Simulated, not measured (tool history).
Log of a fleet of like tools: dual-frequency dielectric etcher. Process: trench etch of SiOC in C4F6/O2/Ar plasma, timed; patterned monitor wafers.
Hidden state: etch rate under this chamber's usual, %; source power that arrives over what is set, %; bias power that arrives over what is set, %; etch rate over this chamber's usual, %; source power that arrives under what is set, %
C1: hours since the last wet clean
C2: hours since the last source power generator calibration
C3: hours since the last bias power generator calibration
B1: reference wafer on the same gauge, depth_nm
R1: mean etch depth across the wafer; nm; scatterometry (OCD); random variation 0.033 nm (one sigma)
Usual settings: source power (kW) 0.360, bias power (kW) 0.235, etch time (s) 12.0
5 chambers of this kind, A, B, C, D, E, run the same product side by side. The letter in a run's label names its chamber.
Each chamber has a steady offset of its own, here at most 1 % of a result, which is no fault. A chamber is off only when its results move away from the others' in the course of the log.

{"run": "1B", "day": 0.367, "source power (kW)": 0.36, "bias power (kW)": 0.235, "etch time (s)": 12.0, "C1": 147.8, "C2": 204.2, "C3": 1733.4, "B1": 28.302, "R1": 26.136}
{"run": "2E", "day": 0.633, "source power (kW)": 0.36, "bias power (kW)": 0.235, "etch time (s)": 12.0, "C1": 467.4, "C2": 2827.6, "C3": 563.4, "B1": 28.312, "R1": 26.333}
{"run": "3C", "day": 0.971, "source power (kW)": 0.36, "bias power (kW)": 0.235, "etch time (s)": 12.0, "C1": 440.6, "C2": 729.2, "C3": 2103.1, "B1": 28.309, "R1": 26.106}
{"run": "4D", "day": 1.296, "source power (kW)": 0.36, "bias power (kW)": 0.235, "etch time (s)": 12.0, "C1": 314.6, "C2": 1777.2, "C3": 370.1, "B1": 28.317, "R1": 26.027}
{"run": "5A", "day": 1.525, "source power (kW)": 0.36, "bias power (kW)": 0.235, "etch time (s)": 12.0, "C1": 285.5, "C2": 1807.5, "C3": 1916.1, "B1": 28.315, "R1": 26.243}
{"run": "6E", "day": 1.738, "source power (kW)": 0.36, "bias power (kW)": 0.235, "etch time (s)": 12.0, "C1": 493.9, "C2": 2854.1, "C3": 589.9, "B1": 28.319, "R1": 26.317}
{"run": "7B", "day": 2.079, "source power (kW)": 0.36, "bias power (kW)": 0.235, "etch time (s)": 12.0, "C1": 188.9, "C2": 245.3, "C3": 1774.5, "B1": 28.327, "R1": 26.136}
{"run": "8C", "day": 2.429, "source power (kW)": 0.44, "bias power (kW)": 0.235, "etch time (s)": 12.0, "C1": 475.6, "C2": 764.2, "C3": 2138.1, "B1": 28.324, "R1": 28.189}
{"run": "9D", "day": 2.733, "source power (kW)": 0.44, "bias power (kW)": 0.235, "etch time (s)": 12.0, "C1": 349.1, "C2": 1811.7, "C3": 404.6, "B1": 28.328, "R1": 28.048}
{"run": "10A", "day": 2.95, "source power (kW)": 0.44, "bias power (kW)": 0.235, "etch time (s)": 12.0, "C1": 319.7, "C2": 1841.7, "C3": 1950.3, "B1": 28.326, "R1": 28.442}
{"run": "11D", "day": 3.133, "source power (kW)": 0.44, "bias power (kW)": 0.235, "etch time (s)": 12.0, "C1": 358.7, "C2": 1821.3, "C3": 414.2, "B1": 28.333, "R1": 28.078}
{"run": "12C", "day": 3.517, "source power (kW)": 0.44, "bias power (kW)": 0.235, "etch time (s)": 12.0, "C1": 501.7, "C2": 790.3, "C3": 2164.2, "B1": 28.343, "R1": 28.226}
{"day": 3.596, "done": "chamber C: bias power generator calibrated"}
{"run": "13A", "day": 3.704, "source power (kW)": 0.36, "bias power (kW)": 0.235, "etch time (s)": 12.0, "C1": 337.8, "C2": 1859.8, "C3": 1968.4, "B1": 28.337, "R1": 26.24}
{"day": 3.975, "done": "chamber C: wet clean of the chamber"}
{"run": "14E", "day": 4.083, "source power (kW)": 0.36, "bias power (kW)": 0.235, "etch time (s)": 12.0, "C1": 550.2, "C2": 2910.4, "C3": 646.2, "B1": 28.346, "R1": 26.316}
{"run": "15B", "day": 4.371, "source power (kW)": 0.36, "bias power (kW)": 0.235, "etch time (s)": 15.0, "C1": 243.9, "C2": 300.3, "C3": 1829.5, "B1": 28.342, "R1": 32.754}
{"run": "16A", "day": 4.746, "source power (kW)": 0.36, "bias power (kW)": 0.235, "etch time (s)": 15.0, "C1": 362.8, "C2": 1884.8, "C3": 1993.4, "B1": 28.355, "R1": 32.937}
{"day": 4.762, "done": "chamber E: wet clean of the chamber"}
{"run": "17E", "day": 5.025, "source power (kW)": 0.36, "bias power (kW)": 0.235, "etch time (s)": 15.0, "C1": 6.3, "C2": 2933.0, "C3": 668.8, "B1": 28.358, "R1": 32.922}
{"run": "18D", "day": 5.329, "source power (kW)": 0.36, "bias power (kW)": 0.235, "etch time (s)": 15.0, "C1": 411.4, "C2": 1874.0, "C3": 466.9, "B1": 28.359, "R1": 32.689}
{"run": "19C", "day": 5.608, "source power (kW)": 0.36, "bias power (kW)": 0.235, "etch time (s)": 15.0, "C1": 39.3, "C2": 840.5, "C3": 48.4, "B1": 28.36, "R1": 32.726}
{"run": "20B", "day": 5.917, "source power (kW)": 0.36, "bias power (kW)": 0.235, "etch time (s)": 12.0, "C1": 281.0, "C2": 337.4, "C3": 1866.6, "B1": 28.362, "R1": 26.152}
{"run": "21D", "day": 6.229, "source power (kW)": 0.36, "bias power (kW)": 0.235, "etch time (s)": 12.0, "C1": 433.0, "C2": 1895.6, "C3": 488.5, "B1": 28.369, "R1": 26.048}
{"run": "22C", "day": 6.575, "source power (kW)": 0.36, "bias power (kW)": 0.235, "etch time (s)": 12.0, "C1": 62.5, "C2": 863.7, "C3": 71.6, "B1": 28.369, "R1": 26.177}
{"run": "23A", "day": 6.75, "source power (kW)": 0.36, "bias power (kW)": 0.235, "etch time (s)": 12.0, "C1": 410.9, "C2": 1932.9, "C3": 2041.5, "B1": 28.377, "R1": 26.315}
{"day": 6.883, "done": "chamber A: wet clean of the chamber"}
{"run": "24B", "day": 7.067, "source power (kW)": 0.36, "bias power (kW)": 0.235, "etch time (s)": 12.0, "C1": 308.6, "C2": 365.0, "C3": 1894.2, "B1": 28.383, "R1": 26.219}
{"run": "25E", "day": 7.242, "source power (kW)": 0.36, "bias power (kW)": 0.235, "etch time (s)": 12.0, "C1": 59.5, "C2": 2986.2, "C3": 722.0, "B1": 28.375, "R1": 26.326}
{"run": "26C", "day": 7.508, "source power (kW)": 0.36, "bias power (kW)": 0.235, "etch time (s)": 12.0, "C1": 84.9, "C2": 886.1, "C3": 94.0, "B1": 28.381, "R1": 26.154}
{"run": "27E", "day": 7.879, "source power (kW)": 0.36, "bias power (kW)": 0.235, "etch time (s)": 12.0, "C1": 74.8, "C2": 3001.5, "C3": 737.3, "B1": 28.39, "R1": 26.358}
{"run": "28D", "day": 8.129, "source power (kW)": 0.36, "bias power (kW)": 0.235, "etch time (s)": 12.0, "C1": 478.6, "C2": 1941.2, "C3": 534.1, "B1": 28.387, "R1": 26.15}
{"run": "29B", "day": 8.504, "source power (kW)": 0.36, "bias power (kW)": 0.235, "etch time (s)": 12.0, "C1": 343.1, "C2": 399.5, "C3": 1928.7, "B1": 28.402, "R1": 26.237}
{"run": "30A", "day": 8.883, "source power (kW)": 0.36, "bias power (kW)": 0.235, "etch time (s)": 12.0, "C1": 48.0, "C2": 1984.1, "C3": 2092.7, "B1": 28.395, "R1": 26.342}
{"run": "31B", "day": 9.121, "source power (kW)": 0.36, "bias power (kW)": 0.235, "etch time (s)": 12.0, "C1": 357.9, "C2": 414.3, "C3": 1943.5, "B1": 28.399, "R1": 26.202}
{"run": "32E", "day": 9.346, "source power (kW)": 0.36, "bias power (kW)": 0.216, "etch time (s)": 12.0, "C1": 110.0, "C2": 3036.7, "C3": 772.5, "B1": 28.407, "R1": 25.728}
{"run": "33C", "day": 9.638, "source power (kW)": 0.36, "bias power (kW)": 0.216, "etch time (s)": 12.0, "C1": 136.0, "C2": 937.2, "C3": 145.1, "B1": 28.409, "R1": 25.488}
{"run": "34D", "day": 9.938, "source power (kW)": 0.36, "bias power (kW)": 0.216, "etch time (s)": 12.0, "C1": 522.0, "C2": 1984.6, "C3": 577.5, "B1": 28.417, "R1": 25.333}
{"run": "35A", "day": 10.321, "source power (kW)": 0.36, "bias power (kW)": 0.216, "etch time (s)": 12.0, "C1": 82.5, "C2": 2018.6, "C3": 2127.2, "B1": 28.42, "R1": 25.628}
{"run": "36E", "day": 10.517, "source power (kW)": 0.36, "bias power (kW)": 0.216, "etch time (s)": 12.0, "C1": 138.1, "C2": 3064.8, "C3": 800.6, "B1": 28.421, "R1": 25.71}
{"run": "37A", "day": 10.8, "source power (kW)": 0.36, "bias power (kW)": 0.235, "etch time (s)": 12.0, "C1": 94.0, "C2": 2030.1, "C3": 2138.7, "B1": 28.419, "R1": 26.409}
{"run": "38C", "day": 11.188, "source power (kW)": 0.36, "bias power (kW)": 0.235, "etch time (s)": 12.0, "C1": 173.2, "C2": 974.4, "C3": 182.3, "B1": 28.43, "R1": 26.196}
{"run": "39D", "day": 11.483, "source power (kW)": 0.36, "bias power (kW)": 0.279, "etch time (s)": 13.5, "C1": 559.1, "C2": 2021.7, "C3": 614.6, "B1": 28.428, "R1": 31.111}
{"run": "40B", "day": 11.742, "source power (kW)": 0.36, "bias power (kW)": 0.279, "etch time (s)": 13.5, "C1": 420.8, "C2": 477.2, "C3": 2006.4, "B1": 28.441, "R1": 31.301}
{"run": "41D", "day": 12.092, "source power (kW)": 0.36, "bias power (kW)": 0.279, "etch time (s)": 13.5, "C1": 573.7, "C2": 2036.3, "C3": 629.2, "B1": 28.436, "R1": 31.176}
{"run": "42B", "day": 12.429, "source power (kW)": 0.36, "bias power (kW)": 0.279, "etch time (s)": 13.5, "C1": 437.3, "C2": 493.7, "C3": 2022.9, "B1": 28.438, "R1": 31.313}
{"run": "43A", "day": 12.746, "source power (kW)": 0.36, "bias power (kW)": 0.279, "etch time (s)": 13.5, "C1": 140.7, "C2": 2076.8, "C3": 2185.4, "B1": 28.439, "R1": 31.518}
{"run": "44C", "day": 12.912, "source power (kW)": 0.36, "bias power (kW)": 0.235, "etch time (s)": 12.0, "C1": 214.6, "C2": 1015.8, "C3": 223.7, "B1": 28.443, "R1": 26.245}

Next, every chamber runs the same settings. What will each give?
{"run": "45A", "day": 13.192, "source power (kW)": 0.36, "bias power (kW)": 0.235, "etch time (s)": 10.0, "R1": "?"}
{"run": "45B", "day": 13.192, "source power (kW)": 0.36, "bias power (kW)": 0.235, "etch time (s)": 10.0, "R1": "?"}
{"run": "45C", "day": 13.192, "source power (kW)": 0.36, "bias power (kW)": 0.235, "etch time (s)": 10.0, "R1": "?"}
{"run": "45D", "day": 13.192, "source power (kW)": 0.36, "bias power (kW)": 0.235, "etch time (s)": 10.0, "R1": "?"}
{"run": "45E", "day": 13.192, "source power (kW)": 0.36, "bias power (kW)": 0.235, "etch time (s)": 10.0, "R1": "?"}

run=45A R1=21.949
run=45B R1=21.859
run=45C R1=21.853
run=45D R1=21.796
run=45E R1=22.035
